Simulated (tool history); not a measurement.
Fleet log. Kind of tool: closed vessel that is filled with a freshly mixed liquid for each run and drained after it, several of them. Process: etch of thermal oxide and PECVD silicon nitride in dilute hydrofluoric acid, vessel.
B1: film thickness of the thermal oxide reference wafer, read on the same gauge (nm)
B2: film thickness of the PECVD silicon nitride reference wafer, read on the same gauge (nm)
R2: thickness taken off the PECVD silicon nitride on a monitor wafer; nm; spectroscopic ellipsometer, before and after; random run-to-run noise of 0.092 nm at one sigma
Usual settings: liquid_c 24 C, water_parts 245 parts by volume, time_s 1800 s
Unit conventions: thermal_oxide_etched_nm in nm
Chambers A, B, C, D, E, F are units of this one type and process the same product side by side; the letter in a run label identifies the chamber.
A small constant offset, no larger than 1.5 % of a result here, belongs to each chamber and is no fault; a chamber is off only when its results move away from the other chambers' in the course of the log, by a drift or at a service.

Run 1F, day 0.550: usual settings; B1 139.99; B2 39.966. Result: thermal_oxide_etched_nm 29.494 nm, R2 12.6790 nm.
Run 2D, day 1.092: usual settings; B1 139.98; B2 40.003. Result: thermal_oxide_etched_nm 29.143 nm, R2 12.8800 nm.
Run 3A, day 1.338: usual settings; B1 139.98; B2 40.021. Result: thermal_oxide_etched_nm 29.395 nm, R2 12.4560 nm.
Run 4B, day 1.712: usual settings; B1 140.04; B2 40.013. Result: thermal_oxide_etched_nm 29.275 nm, R2 12.8510 nm.
Run 5C, day 2.079: usual settings; B1 139.99; B2 40.028. Result: thermal_oxide_etched_nm 29.234 nm, R2 12.6270 nm.
Run 6E, day 2.550: usual settings; B1 140.04; B2 39.996. Result: thermal_oxide_etched_nm 29.169 nm, R2 12.5020 nm.
Run 7B, day 2.979: usual settings but liquid_c 27 C; B1 140.00; B2 39.961. Result: thermal_oxide_etched_nm 32.251 nm, R2 15.3530 nm.
Run 8F, day 3.342: usual settings but liquid_c 27 C; B1 139.99; B2 40.004. Result: thermal_oxide_etched_nm 32.583 nm, R2 15.3160 nm.
Run 9E, day 3.604: usual settings but liquid_c 27 C; B1 140.01; B2 40.015. Result: thermal_oxide_etched_nm 32.684 nm, R2 14.9930 nm.
Run 10D, day 3.942: usual settings but liquid_c 27 C; B1 140.03; B2 40.005. Result: thermal_oxide_etched_nm 32.861 nm, R2 15.1490 nm.
Run 11A, day 4.212: usual settings but liquid_c 27 C; B1 140.01; B2 39.998. Result: thermal_oxide_etched_nm 32.706 nm, R2 15.0680 nm.
Run 12C, day 4.675: usual settings but liquid_c 27 C; B1 140.04; B2 39.981. Result: thermal_oxide_etched_nm 31.771 nm, R2 15.1420 nm.
Run 13D, day 5.146: usual settings; B1 140.00; B2 40.013. Result: thermal_oxide_etched_nm 29.355 nm, R2 12.5400 nm.
Run 14A, day 5.596: usual settings; B1 140.02; B2 39.990. Result: thermal_oxide_etched_nm 29.472 nm, R2 12.5530 nm.
Run 15B, day 5.854: usual settings but water_parts 300 parts by volume; B1 140.05; B2 39.999. Result: thermal_oxide_etched_nm 22.641 nm, R2 10.3670 nm.
At day 6.079: chamber F: thermometer replaced.
Run 16C, day 6.371: usual settings but water_parts 300 parts by volume; B1 139.97; B2 40.014. Result: thermal_oxide_etched_nm 22.827 nm, R2 10.3680 nm.
Run 17F, day 6.696: usual settings but water_parts 300 parts by volume; B1 139.95; B2 40.015. Result: thermal_oxide_etched_nm 22.488 nm, R2 10.3890 nm.
Run 18E, day 7.179: usual settings but water_parts 300 parts by volume; B1 140.02; B2 39.986. Result: thermal_oxide_etched_nm 22.805 nm, R2 10.2560 nm.
At day 7.592: chamber F: hydrofluoric acid flow meter replaced.
Run 19A, day 7.592: usual settings but water_parts 300 parts by volume; B1 140.00; B2 40.011. Result: thermal_oxide_etched_nm 22.559 nm, R2 10.1080 nm.
At day 7.912: chamber B: thermometer replaced.
Run 20E, day 8.154: usual settings but water_parts 300 parts by volume; B1 140.00; B2 40.047. Result: thermal_oxide_etched_nm 22.789 nm, R2 10.2330 nm.
Run 21F, day 8.692: usual settings; B1 140.01; B2 40.008. Result: thermal_oxide_etched_nm 29.498 nm, R2 12.6630 nm.
Run 22B, day 8.946: usual settings; B1 139.98; B2 40.021. Result: thermal_oxide_etched_nm 28.277 nm, R2 12.3650 nm.
Run 23C, day 9.508: usual settings; B1 139.97; B2 39.984. Result: thermal_oxide_etched_nm 28.943 nm, R2 12.5850 nm.
Run 24D, day 9.771: usual settings; B1 139.97; B2 40.042. Result: thermal_oxide_etched_nm 29.976 nm, R2 12.7530 nm.
Run 25A, day 10.075: usual settings; B1 140.04; B2 39.987. Result: thermal_oxide_etched_nm 29.486 nm, R2 12.5590 nm.
At day 10.212: chamber A: thermometer replaced.
At day 10.625: chamber C: thermometer replaced.
Run 26C, day 10.642: usual settings; B1 140.06; B2 40.033. Result: thermal_oxide_etched_nm 29.332 nm, R2 12.7850 nm.
Run 27E, day 10.967: usual settings but time_s 2295 s; B1 139.98; B2 40.014. Result: thermal_oxide_etched_nm 37.502 nm, R2 15.9840 nm.
Run 28F, day 11.371: usual settings but time_s 2295 s; B1 140.02; B2 40.003. Result: thermal_oxide_etched_nm 36.991 nm, R2 16.2350 nm.
Run 29D, day 11.792: usual settings but time_s 2295 s; B1 139.98; B2 40.000. Result: thermal_oxide_etched_nm 37.416 nm, R2 16.0880 nm.
Run 30B, day 12.096: usual settings but time_s 2295 s; B1 140.03; B2 39.985. Result: thermal_oxide_etched_nm 34.843 nm, R2 15.1430 nm.
Run 31B, day 12.450: usual settings but time_s 2295 s; B1 139.97; B2 39.972. Result: thermal_oxide_etched_nm 35.103 nm, R2 15.2550 nm.
At day 12.625: chamber C: hydrofluoric acid flow meter replaced.
Run 32F, day 12.817: usual settings but time_s 2295 s; B1 140.02; B2 39.995. Result: thermal_oxide_etched_nm 37.400 nm, R2 16.1840 nm.
Run 33A, day 13.075: usual settings; B1 139.99; B2 40.006. Result: thermal_oxide_etched_nm 28.899 nm, R2 12.4240 nm.
Run 34C, day 13.471: usual settings; B1 140.02; B2 39.965. Result: thermal_oxide_etched_nm 29.441 nm, R2 12.6890 nm.
Run 35E, day 14.021: usual settings; B1 139.98; B2 39.999. Result: thermal_oxide_etched_nm 29.988 nm, R2 12.4410 nm.
Run 36D, day 14.512: usual settings; B1 140.01; B2 39.996. Result: thermal_oxide_etched_nm 29.327 nm, R2 12.4850 nm.
Run 37E, day 15.017: usual settings; B1 140.02; B2 40.008. Result: thermal_oxide_etched_nm 29.394 nm, R2 12.6220 nm.
Run 38F, day 15.408: usual settings; B1 140.02; B2 39.994. Result: thermal_oxide_etched_nm 29.455 nm, R2 12.7700 nm.
Run 39A, day 15.654: usual settings; B1 140.02; B2 40.031. Result: thermal_oxide_etched_nm 29.502 nm, R2 12.5060 nm.
Run 40D, day 16.042: usual settings; B1 140.01; B2 40.014. Result: thermal_oxide_etched_nm 29.293 nm, R2 12.6960 nm.

Next, all 6 chambers run the settings below, one line each with question marks for the results. What does each chamber give?
Run 41A, day 16.450: usual settings but water_parts 360 parts by volume. Result: thermal_oxide_etched_nm ?, R2 ?.
Run 41B, day 16.450: usual settings but water_parts 360 parts by volume. Result: thermal_oxide_etched_nm ?, R2 ?.
Run 41C, day 16.450: usual settings but water_parts 360 parts by volume. Result: thermal_oxide_etched_nm ?, R2 ?.
Run 41D, day 16.450: usual settings but water_parts 360 parts by volume. Result: thermal_oxide_etched_nm ?, R2 ?.
Run 41E, day 16.450: usual settings but water_parts 360 parts by volume. Result: thermal_oxide_etched_nm ?, R2 ?.
Run 41F, day 16.450: usual settings but water_parts 360 parts by volume. Result: thermal_oxide_etched_nm ?, R2 ?.

run  thermal_oxide_etched_nm      R2
41A                   17.884  8.5042
41B                   15.637  7.8334
41C                   17.433  8.6711
41D                   17.943  8.6682
41E                   18.307  8.4942
41F                   17.984  8.7699

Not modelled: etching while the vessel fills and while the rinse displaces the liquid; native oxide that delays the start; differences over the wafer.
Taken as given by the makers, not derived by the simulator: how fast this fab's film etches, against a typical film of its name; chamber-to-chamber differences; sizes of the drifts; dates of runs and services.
